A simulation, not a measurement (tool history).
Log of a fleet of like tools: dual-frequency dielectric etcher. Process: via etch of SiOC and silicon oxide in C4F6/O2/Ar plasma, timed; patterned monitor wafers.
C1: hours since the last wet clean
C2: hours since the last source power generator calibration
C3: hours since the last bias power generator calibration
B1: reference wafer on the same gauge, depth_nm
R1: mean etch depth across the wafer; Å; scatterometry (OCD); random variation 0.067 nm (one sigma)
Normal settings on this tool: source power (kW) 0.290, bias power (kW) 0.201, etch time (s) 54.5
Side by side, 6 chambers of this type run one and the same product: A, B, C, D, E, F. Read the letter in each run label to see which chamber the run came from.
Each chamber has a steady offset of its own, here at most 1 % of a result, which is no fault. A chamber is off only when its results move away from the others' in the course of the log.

-- hour=1.5 chamber E: wet clean of the chamber
run 1E hour=5.5 | source_power_(kW)=0.290 bias_power_(kW)=0.201 etch_time_(s)=54.5 | C1=4.0 C2=562.6 C3=647.3 | B1=45.389 | R1=558.90
run 2C hour=12.0 | source_power_(kW)=0.290 bias_power_(kW)=0.201 etch_time_(s)=54.5 | C1=484.4 C2=1378.7 C3=783.8 | B1=45.398 | R1=560.34
run 3B hour=22.8 | source_power_(kW)=0.290 bias_power_(kW)=0.201 etch_time_(s)=54.5 | C1=137.8 C2=4181.9 C3=1316.8 | B1=45.380 | R1=568.10
run 4F hour=32.0 | source_power_(kW)=0.290 bias_power_(kW)=0.201 etch_time_(s)=54.5 | C1=416.4 C2=721.7 C3=2766.9 | B1=45.382 | R1=564.90
run 5D hour=37.6 | source_power_(kW)=0.290 bias_power_(kW)=0.201 etch_time_(s)=54.5 | C1=377.0 C2=1173.9 C3=2432.5 | B1=45.385 | R1=562.58
run 6A hour=42.4 | source_power_(kW)=0.290 bias_power_(kW)=0.201 etch_time_(s)=54.5 | C1=429.7 C2=2989.7 C3=751.9 | B1=45.368 | R1=560.02
run 7A hour=51.1 | source_power_(kW)=0.240 bias_power_(kW)=0.224 etch_time_(s)=54.5 | C1=438.4 C2=2998.4 C3=760.6 | B1=45.380 | R1=539.80
run 8B hour=58.7 | source_power_(kW)=0.240 bias_power_(kW)=0.224 etch_time_(s)=54.5 | C1=173.7 C2=4217.8 C3=1352.7 | B1=45.370 | R1=546.85
run 9C hour=65.4 | source_power_(kW)=0.240 bias_power_(kW)=0.224 etch_time_(s)=54.5 | C1=537.8 C2=1432.1 C3=837.2 | B1=45.352 | R1=540.85
run 10D hour=72.5 | source_power_(kW)=0.240 bias_power_(kW)=0.224 etch_time_(s)=54.5 | C1=411.9 C2=1208.8 C3=2467.4 | B1=45.352 | R1=542.20
-- hour=79.0 chamber C: wet clean of the chamber
run 11E hour=79.7 | source_power_(kW)=0.240 bias_power_(kW)=0.224 etch_time_(s)=54.5 | C1=78.2 C2=636.8 C3=721.5 | B1=45.357 | R1=538.46
-- hour=81.7 chamber B: source power generator calibrated
run 12F hour=89.7 | source_power_(kW)=0.240 bias_power_(kW)=0.224 etch_time_(s)=54.5 | C1=474.1 C2=779.4 C3=2824.6 | B1=45.354 | R1=544.43
run 13B hour=96.3 | source_power_(kW)=0.270 bias_power_(kW)=0.201 etch_time_(s)=54.5 | C1=211.3 C2=14.7 C3=1390.3 | B1=45.341 | R1=551.62
run 14E hour=107.3 | source_power_(kW)=0.270 bias_power_(kW)=0.201 etch_time_(s)=54.5 | C1=105.8 C2=664.4 C3=749.1 | B1=45.341 | R1=543.50
run 15A hour=113.6 | source_power_(kW)=0.270 bias_power_(kW)=0.201 etch_time_(s)=54.5 | C1=500.9 C2=3060.9 C3=823.1 | B1=45.342 | R1=545.38
-- hour=113.9 chamber A: wet clean of the chamber
run 16D hour=119.4 | source_power_(kW)=0.270 bias_power_(kW)=0.201 etch_time_(s)=54.5 | C1=458.8 C2=1255.7 C3=2514.3 | B1=45.338 | R1=547.07
run 17F hour=128.9 | source_power_(kW)=0.270 bias_power_(kW)=0.201 etch_time_(s)=54.5 | C1=513.3 C2=818.6 C3=2863.8 | B1=45.309 | R1=547.43
run 18C hour=138.1 | source_power_(kW)=0.270 bias_power_(kW)=0.201 etch_time_(s)=54.5 | C1=59.2 C2=1504.8 C3=909.9 | B1=45.312 | R1=544.14
run 19F hour=142.9 | source_power_(kW)=0.290 bias_power_(kW)=0.201 etch_time_(s)=54.5 | C1=527.3 C2=832.6 C3=2877.8 | B1=45.317 | R1=563.55
run 20E hour=153.2 | source_power_(kW)=0.290 bias_power_(kW)=0.201 etch_time_(s)=54.5 | C1=151.7 C2=710.3 C3=795.0 | B1=45.327 | R1=559.09
run 21C hour=162.1 | source_power_(kW)=0.320 bias_power_(kW)=0.232 etch_time_(s)=54.5 | C1=83.2 C2=1528.8 C3=933.9 | B1=45.311 | R1=610.16
run 22D hour=171.7 | source_power_(kW)=0.320 bias_power_(kW)=0.232 etch_time_(s)=54.5 | C1=511.1 C2=1308.0 C3=2566.6 | B1=45.286 | R1=612.53
run 23A hour=180.7 | source_power_(kW)=0.320 bias_power_(kW)=0.232 etch_time_(s)=54.5 | C1=66.9 C2=3128.0 C3=890.2 | B1=45.297 | R1=609.50
-- hour=188.7 chamber D: wet clean of the chamber
run 24B hour=191.4 | source_power_(kW)=0.320 bias_power_(kW)=0.232 etch_time_(s)=54.5 | C1=306.4 C2=109.8 C3=1485.4 | B1=45.299 | R1=617.90
run 25B hour=196.5 | source_power_(kW)=0.320 bias_power_(kW)=0.232 etch_time_(s)=54.5 | C1=311.5 C2=114.9 C3=1490.5 | B1=45.277 | R1=617.41
run 26D hour=203.5 | source_power_(kW)=0.320 bias_power_(kW)=0.232 etch_time_(s)=54.5 | C1=14.8 C2=1339.8 C3=2598.4 | B1=45.265 | R1=611.55
run 27F hour=209.1 | source_power_(kW)=0.290 bias_power_(kW)=0.201 etch_time_(s)=54.5 | C1=593.5 C2=898.8 C3=2944.0 | B1=45.269 | R1=562.76
run 28C hour=216.5 | source_power_(kW)=0.290 bias_power_(kW)=0.201 etch_time_(s)=54.5 | C1=137.6 C2=1583.2 C3=988.3 | B1=45.274 | R1=558.42
-- hour=221.6 chamber F: wet clean of the chamber
run 29E hour=224.7 | source_power_(kW)=0.290 bias_power_(kW)=0.201 etch_time_(s)=54.5 | C1=223.2 C2=781.8 C3=866.5 | B1=45.261 | R1=556.56
run 30A hour=230.5 | source_power_(kW)=0.230 bias_power_(kW)=0.234 etch_time_(s)=54.5 | C1=116.7 C2=3177.8 C3=940.0 | B1=45.263 | R1=539.24
run 31B hour=239.7 | source_power_(kW)=0.230 bias_power_(kW)=0.234 etch_time_(s)=54.5 | C1=354.7 C2=158.1 C3=1533.7 | B1=45.247 | R1=544.86
-- hour=243.1 chamber B: wet clean of the chamber
run 32D hour=248.8 | source_power_(kW)=0.230 bias_power_(kW)=0.234 etch_time_(s)=54.5 | C1=60.1 C2=1385.1 C3=2643.7 | B1=45.250 | R1=540.37
run 33C hour=256.5 | source_power_(kW)=0.230 bias_power_(kW)=0.234 etch_time_(s)=54.5 | C1=177.6 C2=1623.2 C3=1028.3 | B1=45.242 | R1=539.06
run 34E hour=267.6 | source_power_(kW)=0.230 bias_power_(kW)=0.234 etch_time_(s)=54.5 | C1=266.1 C2=824.7 C3=909.4 | B1=45.236 | R1=536.93
run 35F hour=274.0 | source_power_(kW)=0.230 bias_power_(kW)=0.234 etch_time_(s)=54.5 | C1=52.4 C2=963.7 C3=3008.9 | B1=45.233 | R1=542.70
run 36A hour=279.8 | source_power_(kW)=0.290 bias_power_(kW)=0.201 etch_time_(s)=54.5 | C1=166.0 C2=3227.1 C3=989.3 | B1=45.225 | R1=558.84
run 37B hour=288.9 | source_power_(kW)=0.290 bias_power_(kW)=0.201 etch_time_(s)=54.5 | C1=45.8 C2=207.3 C3=1582.9 | B1=45.211 | R1=565.52
run 38D hour=298.6 | source_power_(kW)=0.290 bias_power_(kW)=0.201 etch_time_(s)=54.5 | C1=109.9 C2=1434.9 C3=2693.5 | B1=45.210 | R1=560.88
-- hour=304.4 chamber E: wet clean of the chamber
run 39A hour=308.2 | source_power_(kW)=0.290 bias_power_(kW)=0.201 etch_time_(s)=54.5 | C1=194.4 C2=3255.5 C3=1017.7 | B1=45.221 | R1=558.16
run 40E hour=319.2 | source_power_(kW)=0.290 bias_power_(kW)=0.201 etch_time_(s)=46.0 | C1=14.8 C2=876.3 C3=961.0 | B1=45.209 | R1=470.19
run 41C hour=327.7 | source_power_(kW)=0.290 bias_power_(kW)=0.201 etch_time_(s)=46.0 | C1=248.8 C2=1694.4 C3=1099.5 | B1=45.197 | R1=471.09
run 42F hour=336.2 | source_power_(kW)=0.290 bias_power_(kW)=0.201 etch_time_(s)=46.0 | C1=114.6 C2=1025.9 C3=3071.1 | B1=45.189 | R1=473.51
run 43D hour=346.7 | source_power_(kW)=0.290 bias_power_(kW)=0.201 etch_time_(s)=46.0 | C1=158.0 C2=1483.0 C3=2741.6 | B1=45.188 | R1=473.25

Does one chamber stand apart from the rest, does the shared gauge drift, or is all well apart from small per-chamber offsets? Give the chamber and the most likely cause, where there is one.

It is the gauge, not a chamber: its drift shows up in every chamber's results at once, and no chamber is off.
What lies behind it: gauge reads low (%) = 0.484.
